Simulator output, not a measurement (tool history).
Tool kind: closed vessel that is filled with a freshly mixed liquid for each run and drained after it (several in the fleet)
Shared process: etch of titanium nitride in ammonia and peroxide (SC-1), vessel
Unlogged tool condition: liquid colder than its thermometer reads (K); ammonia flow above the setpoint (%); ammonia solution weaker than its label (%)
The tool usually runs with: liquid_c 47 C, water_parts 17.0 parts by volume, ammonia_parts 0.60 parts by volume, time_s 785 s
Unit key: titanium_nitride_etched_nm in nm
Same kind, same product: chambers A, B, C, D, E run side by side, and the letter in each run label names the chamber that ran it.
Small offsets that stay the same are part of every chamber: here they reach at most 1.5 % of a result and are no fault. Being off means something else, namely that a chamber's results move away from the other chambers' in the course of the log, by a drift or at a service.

run,hour,liquid_c,water_parts,ammonia_parts,time_s,hours since the thermometer was replaced,hours since the ammonia flow meter was replaced,hours since the drum of ammonia solution was connected,"read-back film thickness of the titanium nitride reference wafer, read on the same gauge (nm)",titanium_nitride_etched_nm
1C,8.2,47,17.0,0.60,785,1385.0,1299.8,535.0,39.993,28.825
2B,12.8,47,17.0,0.60,785,194.0,521.6,88.5,40.008,28.619
3E,18.9,47,17.0,0.60,785,1821.3,1099.6,191.1,39.974,28.298
4D,24.8,47,17.0,0.60,785,1153.6,1973.4,500.2,39.974,28.729
5A,31.5,38,17.0,0.75,785,858.1,813.0,113.2,39.966,15.504
6B,35.3,38,17.0,0.75,785,216.5,544.1,111.0,39.987,15.245
7D,39.4,38,17.0,0.75,785,1168.2,1988.0,514.8,40.010,15.637
8C,43.4,38,17.0,0.75,785,1420.2,1335.0,570.2,40.009,15.516
9A,47.4,38,17.0,0.75,785,874.0,828.9,129.1,39.993,15.538
10E,55.2,47,17.0,0.60,785,1857.6,1135.9,227.4,40.032,28.442
11E,60.6,47,17.0,0.60,785,1863.0,1141.3,232.8,39.996,28.165
12C,66.3,47,17.0,0.60,1185,1443.1,1357.9,593.1,40.014,43.089
13D,74.6,47,17.0,0.60,1185,1203.4,2023.2,550.0,40.014,43.496
14A,79.2,47,17.0,0.60,1185,905.8,860.7,160.9,40.000,43.107
15B,86.2,47,17.0,0.60,1185,267.4,595.0,161.9,39.994,43.004
16A,90.1,47,17.0,0.60,1185,916.7,871.6,171.8,39.985,43.083
17E,96.8,47,17.0,0.60,785,1899.2,1177.5,269.0,39.950,28.293
18D,102.1,47,17.0,0.60,785,1230.9,2050.7,577.5,39.980,28.725
19B,108.6,47,9.5,0.60,400,289.8,617.4,184.3,40.006,19.656
20C,115.4,47,9.5,0.60,400,1492.2,1407.0,642.2,39.979,20.077
21C,120.7,47,9.5,0.60,400,1497.5,1412.3,647.5,40.015,20.227
# hour 123.7: chamber D: ammonia flow meter replaced
22D,129.1,47,9.5,0.60,400,1257.9,5.4,604.5,40.002,19.818
23B,135.3,47,9.5,0.60,400,316.5,644.1,211.0,40.004,19.493
24A,141.8,47,17.0,0.60,785,968.4,923.3,223.5,40.004,28.606
25E,145.6,47,17.0,0.60,785,1948.0,1226.3,317.8,40.007,28.223
26C,149.4,47,17.0,0.60,785,1526.2,1441.0,676.2,40.019,28.905
27D,153.2,47,17.0,0.60,785,1282.0,29.5,628.6,40.041,28.700
28E,160.0,47,17.0,0.60,785,1962.4,1240.7,332.2,39.992,28.173
29A,167.4,47,17.0,0.60,785,994.0,948.9,249.1,39.998,28.514
30B,173.4,47,17.0,0.60,785,354.6,682.2,249.1,39.988,27.723
31C,180.5,47,17.0,0.60,785,1557.3,1472.1,707.3,40.015,28.697
32D,184.9,47,20.0,0.60,785,1313.7,61.2,660.3,40.008,26.226
33E,192.0,47,20.0,0.60,785,1994.4,1272.7,364.2,39.987,25.623
34A,197.5,47,20.0,0.60,785,1024.1,979.0,279.2,40.021,25.963
35B,203.2,47,20.0,0.60,785,384.4,712.0,278.9,40.017,25.269
36B,208.7,47,20.0,0.60,785,389.9,717.5,284.4,39.951,25.189
37E,215.3,47,17.0,0.60,785,2017.7,1296.0,387.5,39.987,28.344
38D,222.5,47,17.0,0.60,785,1351.3,98.8,697.9,39.997,28.628

Does one chamber stand apart from the rest, does the shared gauge drift, or is all well apart from small per-chamber offsets? Give the chamber and the most likely cause, where there is one.

It is chamber B that slowly wanders off from its peers.
What lies behind it: liquid colder than its thermometer reads (K) = 0.61.

Which of the 4 candidates below, each the usual settings with something changed and its results left as question marks, puts chamber B back in line with what the other chambers give on the usual settings?
Maximum distance from the other chambers' mean on the usual settings for a result to count as in line: titanium_nitride_etched_nm 0.390 nm
39B-1,228.6,47,17.0,0.75,785,,,,,?
39B-2,228.6,47,17.0,0.60,755,,,,,?
39B-3,228.6,47,17.0,0.60,795,,,,,?
39B-4,228.6,47,17.5,0.60,785,,,,,?

Mean of the other chambers on the usual settings: titanium_nitride_etched_nm 28.609 nm
run,titanium_nitride_etched_nm
39B-1,28.486
39B-2,26.314
39B-3,27.708
39B-4,26.931
It is 39B-1 that realigns the chamber with its peers.
